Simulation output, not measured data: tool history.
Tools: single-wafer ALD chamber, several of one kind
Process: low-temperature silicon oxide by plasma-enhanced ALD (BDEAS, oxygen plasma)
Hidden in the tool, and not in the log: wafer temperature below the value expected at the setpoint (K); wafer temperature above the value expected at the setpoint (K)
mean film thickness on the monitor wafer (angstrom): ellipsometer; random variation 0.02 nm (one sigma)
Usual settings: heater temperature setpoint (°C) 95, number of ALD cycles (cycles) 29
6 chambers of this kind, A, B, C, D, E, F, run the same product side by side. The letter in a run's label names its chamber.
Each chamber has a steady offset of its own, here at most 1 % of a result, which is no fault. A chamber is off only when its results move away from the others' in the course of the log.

| run | hour | heater temperature setpoint (°C) | number of ALD cycles (cycles) | hours since the last thermocouple change | read-back reference wafer on the same gauge, thickness_nm | mean film thickness on the monitor wafer (angstrom) |
|---|---|---|---|---|---|---|
| 1C | 9.9 | 95 | 29 | 105.3 | 4.3959 | 42.239 |
| 2D | 19.2 | 95 | 29 | 728.3 | 4.3950 | 41.716 |
| 3E | 31.6 | 95 | 29 | 2201.4 | 4.3994 | 42.367 |
| 4A | 43.8 | 95 | 29 | 2245.2 | 4.4005 | 42.311 |
| 5F | 51.7 | 95 | 29 | 492.9 | 4.3972 | 42.433 |
| 6B | 63.3 | 95 | 29 | 1926.2 | 4.4043 | 42.483 |
| 7C | 72.4 | 95 | 29 | 167.8 | 4.4047 | 42.971 |
| 8E | 80.8 | 95 | 29 | 2250.6 | 4.3998 | 41.993 |
|  | 88.2 | chamber E: thermocouple changed; heater temperature recalibrated |
| 9A | 96.0 | 95 | 29 | 2297.4 | 4.3990 | 42.052 |
| 10F | 105.1 | 95 | 29 | 546.3 | 4.3970 | 42.335 |
| 11D | 114.3 | 95 | 29 | 823.4 | 4.3986 | 41.790 |
| 12B | 125.5 | 95 | 29 | 1988.4 | 4.4002 | 42.661 |
| 13E | 139.7 | 95 | 29 | 51.6 | 4.3980 | 42.166 |
| 14B | 149.6 | 95 | 29 | 2012.5 | 4.4070 | 42.355 |
| 15D | 159.8 | 95 | 29 | 868.9 | 4.4033 | 41.863 |
| 16F | 174.4 | 95 | 29 | 615.6 | 4.3983 | 42.179 |
| 17A | 182.1 | 95 | 26 | 2383.5 | 4.3985 | 37.901 |
| 18C | 195.5 | 95 | 26 | 290.9 | 4.4047 | 38.189 |
| 19D | 204.1 | 95 | 26 | 913.2 | 4.3999 | 37.377 |
| 20A | 217.1 | 95 | 26 | 2418.5 | 4.3991 | 38.233 |
| 21F | 229.3 | 95 | 26 | 670.5 | 4.3980 | 37.805 |
| 22C | 236.4 | 95 | 26 | 331.8 | 4.4013 | 37.797 |
|  | 237.7 | chamber A: thermocouple changed; heater temperature recalibrated |
| 23E | 247.6 | 95 | 29 | 159.5 | 4.4028 | 41.934 |
| 24B | 255.4 | 95 | 29 | 2118.3 | 4.4005 | 42.225 |
| 25D | 267.2 | 95 | 29 | 976.3 | 4.3944 | 41.722 |
| 26F | 280.4 | 95 | 29 | 721.6 | 4.4082 | 42.577 |
| 27C | 292.7 | 95 | 29 | 388.1 | 4.4002 | 42.909 |
| 28B | 308.2 | 95 | 29 | 2171.1 | 4.3970 | 42.707 |
| 29A | 317.9 | 95 | 29 | 80.2 | 4.4031 | 42.188 |
| 30E | 328.2 | 95 | 29 | 240.1 | 4.4013 | 42.347 |
| 31A | 340.2 | 95 | 29 | 102.5 | 4.3991 | 42.238 |
| 32E | 350.5 | 95 | 29 | 262.4 | 4.3999 | 42.264 |
| 33C | 362.8 | 95 | 29 | 458.2 | 4.4024 | 42.636 |
| 34D | 376.5 | 95 | 29 | 1085.6 | 4.4026 | 41.727 |
| 35F | 385.3 | 95 | 29 | 826.5 | 4.3972 | 42.161 |
| 36B | 397.4 | 95 | 29 | 2260.3 | 4.4030 | 42.651 |

What goes on in this fleet: one chamber off, a drifting gauge, or nothing beyond the chambers' own small offsets? Name the chamber and the cause, if any.

No chamber stands off beyond its own small offset, and the gauge holds steady.
